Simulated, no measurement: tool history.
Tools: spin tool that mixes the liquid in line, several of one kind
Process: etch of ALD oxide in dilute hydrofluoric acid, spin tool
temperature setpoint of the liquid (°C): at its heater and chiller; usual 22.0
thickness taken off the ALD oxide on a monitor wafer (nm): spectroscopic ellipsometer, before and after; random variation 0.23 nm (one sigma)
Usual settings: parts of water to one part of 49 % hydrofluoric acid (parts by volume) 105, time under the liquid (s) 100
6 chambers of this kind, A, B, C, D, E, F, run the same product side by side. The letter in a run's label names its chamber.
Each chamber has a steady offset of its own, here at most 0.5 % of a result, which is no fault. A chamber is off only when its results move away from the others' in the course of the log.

| run | hour | temperature setpoint of the liquid (°C) | parts of water to one part of 49 % hydrofluoric acid (parts by volume) | time under the liquid (s) | read-back film thickness of the ALD oxide reference wafer, read on the same gauge (nm) | thickness taken off the ALD oxide on a monitor wafer (nm) |
|---|---|---|---|---|---|---|
| 1D | 2.0 | 22.0 | 105 | 100 | 110.01 | 25.776 |
| 2F | 5.2 | 22.0 | 105 | 100 | 110.00 | 24.959 |
| 3E | 9.1 | 22.0 | 105 | 100 | 110.02 | 25.396 |
| 4A | 12.5 | 22.0 | 105 | 100 | 110.00 | 24.994 |
| 5B | 15.8 | 22.0 | 105 | 100 | 109.99 | 25.390 |
| 6C | 18.2 | 22.0 | 105 | 100 | 110.01 | 26.015 |
| 7E | 20.6 | 22.0 | 105 | 100 | 110.01 | 25.610 |
| 8D | 24.3 | 22.0 | 105 | 100 | 110.00 | 25.764 |
| 9F | 26.2 | 22.0 | 105 | 100 | 110.00 | 25.111 |
| 10A | 29.9 | 22.0 | 105 | 100 | 109.99 | 25.781 |
| 11B | 32.0 | 22.0 | 105 | 100 | 110.02 | 25.296 |
| 12C | 36.1 | 22.0 | 105 | 100 | 110.00 | 25.605 |
| 13F | 39.1 | 22.0 | 105 | 100 | 109.99 | 25.480 |
| 14D | 42.1 | 22.0 | 105 | 100 | 110.01 | 25.892 |
| 15A | 45.1 | 22.0 | 105 | 100 | 109.99 | 24.943 |
| 16C | 49.0 | 22.0 | 70 | 100 | 109.98 | 40.092 |
| 17E | 53.3 | 22.0 | 70 | 100 | 109.99 | 39.160 |
| 18B | 55.8 | 22.0 | 70 | 100 | 110.01 | 40.345 |
| 19A | 58.5 | 22.0 | 70 | 100 | 110.00 | 40.045 |
| 20B | 61.9 | 22.0 | 70 | 100 | 109.99 | 39.874 |
| 21D | 64.9 | 22.0 | 70 | 100 | 109.99 | 39.941 |
| 22F | 67.5 | 22.0 | 105 | 100 | 110.01 | 25.616 |
| 23C | 70.3 | 22.0 | 105 | 100 | 109.98 | 24.610 |
| 24E | 72.9 | 19.5 | 105 | 135 | 110.01 | 31.660 |
| 25F | 76.7 | 19.5 | 105 | 135 | 110.00 | 30.831 |
| 26D | 78.5 | 19.5 | 105 | 135 | 109.99 | 31.205 |
| 27B | 82.5 | 19.5 | 105 | 135 | 110.00 | 30.608 |
| 28C | 84.5 | 19.5 | 105 | 135 | 109.99 | 29.197 |
| 29E | 87.0 | 19.5 | 105 | 135 | 109.99 | 30.801 |
| 30A | 90.1 | 22.0 | 105 | 100 | 110.01 | 25.458 |
| 31C | 93.5 | 22.0 | 80 | 100 | 110.00 | 32.752 |
| 32A | 95.4 | 22.0 | 80 | 100 | 109.99 | 33.895 |
| 33B | 97.6 | 22.0 | 80 | 100 | 110.00 | 34.722 |
| 34E | 101.7 | 22.0 | 80 | 100 | 110.00 | 34.703 |
| 35F | 105.7 | 22.0 | 80 | 100 | 110.00 | 34.908 |
| 36D | 108.5 | 22.0 | 80 | 100 | 110.00 | 34.337 |
| 37F | 110.5 | 22.0 | 105 | 100 | 110.01 | 25.233 |
| 38E | 113.2 | 22.0 | 105 | 100 | 110.00 | 25.512 |
| 39A | 115.8 | 22.0 | 105 | 100 | 110.01 | 25.429 |
| 40D | 119.0 | 22.0 | 105 | 100 | 110.00 | 25.378 |
| 41B | 121.8 | 22.0 | 105 | 100 | 109.99 | 25.263 |

Is one chamber off against the others, does the gauge drift, or is nothing wrong? If a chamber is off, say which, and what the likeliest cause is.

Chamber C drifts away from the others.
Cause: hydrofluoric acid flow below the setpoint (%) = 9.58.
The log may not tell that from: liquid colder than its thermometer reads (K).

Here are 4 candidates for chamber C's next run, each the usual settings with a change, their results left as question marks. Which one brings its results back in line with what the others give on the usual settings?
In line means no further than this from the other chambers' mean on the usual settings: thickness taken off the ALD oxide on a monitor wafer (nm) 0.810
| 42C-1 | 124.8 | 22.5 | 105 | 110 |  | ? |
| 42C-2 | 124.8 | 22.0 | 90 | 100 |  | ? |
| 42C-3 | 124.8 | 21.5 | 110 | 90 |  | ? |
| 42C-4 | 124.8 | 19.0 | 105 | 100 |  | ? |

The other chambers' mean on the usual settings: thickness taken off the ALD oxide on a monitor wafer (nm) 25.481
| run | thickness taken off the ALD oxide on a monitor wafer (nm) |
|---|---|
| 42C-1 | 25.532 |
| 42C-2 | 27.136 |
| 42C-3 | 19.033 |
| 42C-4 | 20.181 |
42C-1 brings the chamber back in line.
